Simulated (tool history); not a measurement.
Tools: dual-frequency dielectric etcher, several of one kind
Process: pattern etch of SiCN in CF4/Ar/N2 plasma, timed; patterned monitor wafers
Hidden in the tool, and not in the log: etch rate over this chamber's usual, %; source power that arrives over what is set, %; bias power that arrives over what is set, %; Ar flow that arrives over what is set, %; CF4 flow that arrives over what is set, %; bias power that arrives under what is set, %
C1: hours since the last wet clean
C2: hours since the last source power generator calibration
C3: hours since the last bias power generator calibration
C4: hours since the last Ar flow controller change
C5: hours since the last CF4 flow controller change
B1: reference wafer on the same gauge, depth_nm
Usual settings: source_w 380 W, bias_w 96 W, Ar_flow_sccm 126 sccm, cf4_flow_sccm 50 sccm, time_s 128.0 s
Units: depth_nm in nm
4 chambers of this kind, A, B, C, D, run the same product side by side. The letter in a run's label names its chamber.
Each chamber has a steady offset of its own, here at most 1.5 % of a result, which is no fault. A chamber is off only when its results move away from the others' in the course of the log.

{"run": "1A", "hour": 2.2, "source_w": 380, "bias_w": 96, "Ar_flow_sccm": 126, "cf4_flow_sccm": 50, "time_s": 128.0, "C1": 91.3, "C2": 2940.6, "C3": 1994.5, "C4": 4290.1, "C5": 1457.3, "B1": 110.91, "depth_nm": 98.776}
{"run": "2C", "hour": 5.7, "source_w": 380, "bias_w": 96, "Ar_flow_sccm": 126, "cf4_flow_sccm": 50, "time_s": 128.0, "C1": 423.8, "C2": 523.4, "C3": 3988.4, "C4": 1999.5, "C5": 547.8, "B1": 111.15, "depth_nm": 96.551}
{"run": "3B", "hour": 10.3, "source_w": 380, "bias_w": 96, "Ar_flow_sccm": 126, "cf4_flow_sccm": 50, "time_s": 128.0, "C1": 300.1, "C2": 4141.4, "C3": 4532.0, "C4": 2642.3, "C5": 851.1, "B1": 111.17, "depth_nm": 96.449}
{"run": "4D", "hour": 15.3, "source_w": 380, "bias_w": 96, "Ar_flow_sccm": 126, "cf4_flow_sccm": 50, "time_s": 128.0, "C1": 101.3, "C2": 599.6, "C3": 1965.8, "C4": 772.5, "C5": 1833.0, "B1": 111.21, "depth_nm": 98.785}
{"run": "5D", "hour": 18.8, "source_w": 380, "bias_w": 96, "Ar_flow_sccm": 126, "cf4_flow_sccm": 50, "time_s": 128.0, "C1": 104.8, "C2": 603.1, "C3": 1969.3, "C4": 776.0, "C5": 1836.5, "B1": 111.12, "depth_nm": 98.763}
{"run": "6C", "hour": 23.6, "source_w": 380, "bias_w": 96, "Ar_flow_sccm": 126, "cf4_flow_sccm": 43, "time_s": 128.0, "C1": 441.7, "C2": 541.3, "C3": 4006.3, "C4": 2017.4, "C5": 565.7, "B1": 111.1, "depth_nm": 95.131}
{"run": "7B", "hour": 27.4, "source_w": 380, "bias_w": 96, "Ar_flow_sccm": 126, "cf4_flow_sccm": 43, "time_s": 128.0, "C1": 317.2, "C2": 4158.5, "C3": 4549.1, "C4": 2659.4, "C5": 868.2, "B1": 111.22, "depth_nm": 94.652}
{"run": "8A", "hour": 31.2, "source_w": 380, "bias_w": 96, "Ar_flow_sccm": 126, "cf4_flow_sccm": 43, "time_s": 128.0, "C1": 120.3, "C2": 2969.6, "C3": 2023.5, "C4": 4319.1, "C5": 1486.3, "B1": 111.08, "depth_nm": 95.275}
{"run": "9D", "hour": 35.9, "source_w": 380, "bias_w": 96, "Ar_flow_sccm": 126, "cf4_flow_sccm": 43, "time_s": 128.0, "C1": 121.9, "C2": 620.2, "C3": 1986.4, "C4": 793.1, "C5": 1853.6, "B1": 111.04, "depth_nm": 96.775}
{"run": "10C", "hour": 39.5, "source_w": 380, "bias_w": 96, "Ar_flow_sccm": 126, "cf4_flow_sccm": 50, "time_s": 128.0, "C1": 457.6, "C2": 557.2, "C3": 4022.2, "C4": 2033.3, "C5": 581.6, "B1": 111.01, "depth_nm": 96.771}
{"run": "11A", "hour": 42.9, "source_w": 410, "bias_w": 96, "Ar_flow_sccm": 126, "cf4_flow_sccm": 50, "time_s": 128.0, "C1": 132.0, "C2": 2981.3, "C3": 2035.2, "C4": 4330.8, "C5": 1498.0, "B1": 111.14, "depth_nm": 103.39}
{"run": "12B", "hour": 47.2, "source_w": 410, "bias_w": 96, "Ar_flow_sccm": 126, "cf4_flow_sccm": 50, "time_s": 128.0, "C1": 337.0, "C2": 4178.3, "C3": 4568.9, "C4": 2679.2, "C5": 888.0, "B1": 111.12, "depth_nm": 102.76}
{"run": "13B", "hour": 50.6, "source_w": 410, "bias_w": 96, "Ar_flow_sccm": 126, "cf4_flow_sccm": 50, "time_s": 128.0, "C1": 340.4, "C2": 4181.7, "C3": 4572.3, "C4": 2682.6, "C5": 891.4, "B1": 111.01, "depth_nm": 103.3}
{"run": "14D", "hour": 55.4, "source_w": 410, "bias_w": 96, "Ar_flow_sccm": 126, "cf4_flow_sccm": 50, "time_s": 128.0, "C1": 141.4, "C2": 639.7, "C3": 2005.9, "C4": 812.6, "C5": 1873.1, "B1": 111.11, "depth_nm": 104.79}
{"hour": 55.6, "done": "chamber B: wet clean of the chamber"}
{"run": "15A", "hour": 58.4, "source_w": 380, "bias_w": 96, "Ar_flow_sccm": 126, "cf4_flow_sccm": 50, "time_s": 128.0, "C1": 147.5, "C2": 2996.8, "C3": 2050.7, "C4": 4346.3, "C5": 1513.5, "B1": 111.1, "depth_nm": 97.628}
{"run": "16C", "hour": 63.0, "source_w": 380, "bias_w": 96, "Ar_flow_sccm": 126, "cf4_flow_sccm": 50, "time_s": 128.0, "C1": 481.1, "C2": 580.7, "C3": 4045.7, "C4": 2056.8, "C5": 605.1, "B1": 111.0, "depth_nm": 98.355}
{"hour": 63.5, "done": "chamber A: bias power generator calibrated"}
{"run": "17D", "hour": 65.8, "source_w": 440, "bias_w": 89, "Ar_flow_sccm": 126, "cf4_flow_sccm": 50, "time_s": 128.0, "C1": 151.8, "C2": 650.1, "C3": 2016.3, "C4": 823.0, "C5": 1883.5, "B1": 111.09, "depth_nm": 109.6}
{"run": "18A", "hour": 68.9, "source_w": 440, "bias_w": 89, "Ar_flow_sccm": 126, "cf4_flow_sccm": 50, "time_s": 128.0, "C1": 158.0, "C2": 3007.3, "C3": 5.4, "C4": 4356.8, "C5": 1524.0, "B1": 111.26, "depth_nm": 107.53}
{"run": "19B", "hour": 71.8, "source_w": 440, "bias_w": 89, "Ar_flow_sccm": 126, "cf4_flow_sccm": 50, "time_s": 128.0, "C1": 16.3, "C2": 4202.9, "C3": 4593.5, "C4": 2703.8, "C5": 912.6, "B1": 111.1, "depth_nm": 107.26}
{"run": "20C", "hour": 75.2, "source_w": 440, "bias_w": 89, "Ar_flow_sccm": 126, "cf4_flow_sccm": 50, "time_s": 128.0, "C1": 493.3, "C2": 592.9, "C3": 4057.9, "C4": 2069.0, "C5": 617.3, "B1": 111.04, "depth_nm": 106.16}
{"run": "21B", "hour": 77.7, "source_w": 380, "bias_w": 96, "Ar_flow_sccm": 126, "cf4_flow_sccm": 50, "time_s": 128.0, "C1": 22.2, "C2": 4208.8, "C3": 4599.4, "C4": 2709.7, "C5": 918.5, "B1": 111.04, "depth_nm": 97.198}
{"run": "22D", "hour": 81.2, "source_w": 380, "bias_w": 96, "Ar_flow_sccm": 126, "cf4_flow_sccm": 50, "time_s": 128.0, "C1": 167.2, "C2": 665.5, "C3": 2031.7, "C4": 838.4, "C5": 1898.9, "B1": 111.06, "depth_nm": 97.711}
{"run": "23C", "hour": 84.9, "source_w": 380, "bias_w": 96, "Ar_flow_sccm": 126, "cf4_flow_sccm": 50, "time_s": 128.0, "C1": 503.0, "C2": 602.6, "C3": 4067.6, "C4": 2078.7, "C5": 627.0, "B1": 111.15, "depth_nm": 97.484}
{"run": "24A", "hour": 89.6, "source_w": 380, "bias_w": 96, "Ar_flow_sccm": 126, "cf4_flow_sccm": 50, "time_s": 128.0, "C1": 178.7, "C2": 3028.0, "C3": 26.1, "C4": 4377.5, "C5": 1544.7, "B1": 110.97, "depth_nm": 97.711}
{"run": "25A", "hour": 92.6, "source_w": 380, "bias_w": 96, "Ar_flow_sccm": 126, "cf4_flow_sccm": 50, "time_s": 128.0, "C1": 181.7, "C2": 3031.0, "C3": 29.1, "C4": 4380.5, "C5": 1547.7, "B1": 111.1, "depth_nm": 97.14}
{"run": "26D", "hour": 97.5, "source_w": 380, "bias_w": 96, "Ar_flow_sccm": 126, "cf4_flow_sccm": 50, "time_s": 128.0, "C1": 183.5, "C2": 681.8, "C3": 2048.0, "C4": 854.7, "C5": 1915.2, "B1": 111.07, "depth_nm": 98.421}
{"run": "27B", "hour": 101.6, "source_w": 380, "bias_w": 96, "Ar_flow_sccm": 126, "cf4_flow_sccm": 50, "time_s": 128.0, "C1": 46.1, "C2": 4232.7, "C3": 4623.3, "C4": 2733.6, "C5": 942.4, "B1": 111.12, "depth_nm": 97.029}
{"run": "28C", "hour": 104.3, "source_w": 380, "bias_w": 96, "Ar_flow_sccm": 126, "cf4_flow_sccm": 50, "time_s": 128.0, "C1": 522.4, "C2": 622.0, "C3": 4087.0, "C4": 2098.1, "C5": 646.4, "B1": 111.04, "depth_nm": 96.929}
{"run": "29D", "hour": 107.9, "source_w": 380, "bias_w": 96, "Ar_flow_sccm": 126, "cf4_flow_sccm": 50, "time_s": 128.0, "C1": 193.9, "C2": 692.2, "C3": 2058.4, "C4": 865.1, "C5": 1925.6, "B1": 111.07, "depth_nm": 97.943}
{"run": "30A", "hour": 112.6, "source_w": 380, "bias_w": 96, "Ar_flow_sccm": 126, "cf4_flow_sccm": 50, "time_s": 128.0, "C1": 201.7, "C2": 3051.0, "C3": 49.1, "C4": 4400.5, "C5": 1567.7, "B1": 111.02, "depth_nm": 98.039}
{"run": "31C", "hour": 116.7, "source_w": 380, "bias_w": 96, "Ar_flow_sccm": 126, "cf4_flow_sccm": 50, "time_s": 128.0, "C1": 534.8, "C2": 634.4, "C3": 4099.4, "C4": 2110.5, "C5": 658.8, "B1": 111.01, "depth_nm": 97.778}
{"run": "32B", "hour": 121.4, "source_w": 380, "bias_w": 96, "Ar_flow_sccm": 126, "cf4_flow_sccm": 50, "time_s": 128.0, "C1": 65.9, "C2": 4252.5, "C3": 4643.1, "C4": 2753.4, "C5": 962.2, "B1": 111.14, "depth_nm": 96.331}
{"run": "33C", "hour": 126.3, "source_w": 380, "bias_w": 96, "Ar_flow_sccm": 126, "cf4_flow_sccm": 50, "time_s": 128.0, "C1": 544.4, "C2": 644.0, "C3": 4109.0, "C4": 2120.1, "C5": 668.4, "B1": 111.07, "depth_nm": 97.582}
{"run": "34A", "hour": 129.2, "source_w": 380, "bias_w": 96, "Ar_flow_sccm": 126, "cf4_flow_sccm": 50, "time_s": 128.0, "C1": 218.3, "C2": 3067.6, "C3": 65.7, "C4": 4417.1, "C5": 1584.3, "B1": 111.25, "depth_nm": 98.319}
{"run": "35B", "hour": 133.6, "source_w": 300, "bias_w": 96, "Ar_flow_sccm": 126, "cf4_flow_sccm": 43, "time_s": 128.0, "C1": 78.1, "C2": 4264.7, "C3": 4655.3, "C4": 2765.6, "C5": 974.4, "B1": 111.11, "depth_nm": 77.47}
{"run": "36D", "hour": 137.5, "source_w": 300, "bias_w": 96, "Ar_flow_sccm": 126, "cf4_flow_sccm": 43, "time_s": 128.0, "C1": 223.5, "C2": 721.8, "C3": 2088.0, "C4": 894.7, "C5": 1955.2, "B1": 111.18, "depth_nm": 78.428}
{"run": "37C", "hour": 141.6, "source_w": 300, "bias_w": 96, "Ar_flow_sccm": 126, "cf4_flow_sccm": 43, "time_s": 128.0, "C1": 559.7, "C2": 659.3, "C3": 4124.3, "C4": 2135.4, "C5": 683.7, "B1": 111.14, "depth_nm": 77.679}
{"run": "38B", "hour": 145.9, "source_w": 300, "bias_w": 96, "Ar_flow_sccm": 126, "cf4_flow_sccm": 43, "time_s": 128.0, "C1": 90.4, "C2": 4277.0, "C3": 4667.6, "C4": 2777.9, "C5": 986.7, "B1": 111.13, "depth_nm": 77.739}
{"run": "39A", "hour": 150.9, "source_w": 380, "bias_w": 96, "Ar_flow_sccm": 126, "cf4_flow_sccm": 60, "time_s": 153.5, "C1": 240.0, "C2": 3089.3, "C3": 87.4, "C4": 4438.8, "C5": 1606.0, "B1": 111.06, "depth_nm": 120.34}
{"run": "40D", "hour": 154.4, "source_w": 380, "bias_w": 96, "Ar_flow_sccm": 126, "cf4_flow_sccm": 60, "time_s": 153.5, "C1": 240.4, "C2": 738.7, "C3": 2104.9, "C4": 911.6, "C5": 1972.1, "B1": 111.02, "depth_nm": 121.66}
{"run": "41B", "hour": 158.6, "source_w": 380, "bias_w": 96, "Ar_flow_sccm": 126, "cf4_flow_sccm": 60, "time_s": 153.5, "C1": 103.1, "C2": 4289.7, "C3": 4680.3, "C4": 2790.6, "C5": 999.4, "B1": 111.17, "depth_nm": 119.27}

Next, every chamber runs the same settings. What will each give?
{"run": "42A", "hour": 162.1, "source_w": 380, "bias_w": 96, "Ar_flow_sccm": 103, "cf4_flow_sccm": 50, "time_s": 128.0, "depth_nm": "?"}
{"run": "42B", "hour": 162.1, "source_w": 380, "bias_w": 96, "Ar_flow_sccm": 103, "cf4_flow_sccm": 50, "time_s": 128.0, "depth_nm": "?"}
{"run": "42C", "hour": 162.1, "source_w": 380, "bias_w": 96, "Ar_flow_sccm": 103, "cf4_flow_sccm": 50, "time_s": 128.0, "depth_nm": "?"}
{"run": "42D", "hour": 162.1, "source_w": 380, "bias_w": 96, "Ar_flow_sccm": 103, "cf4_flow_sccm": 50, "time_s": 128.0, "depth_nm": "?"}

run=42A depth_nm=100.420
run=42B depth_nm=100.110
run=42C depth_nm=101.010
run=42D depth_nm=102.250
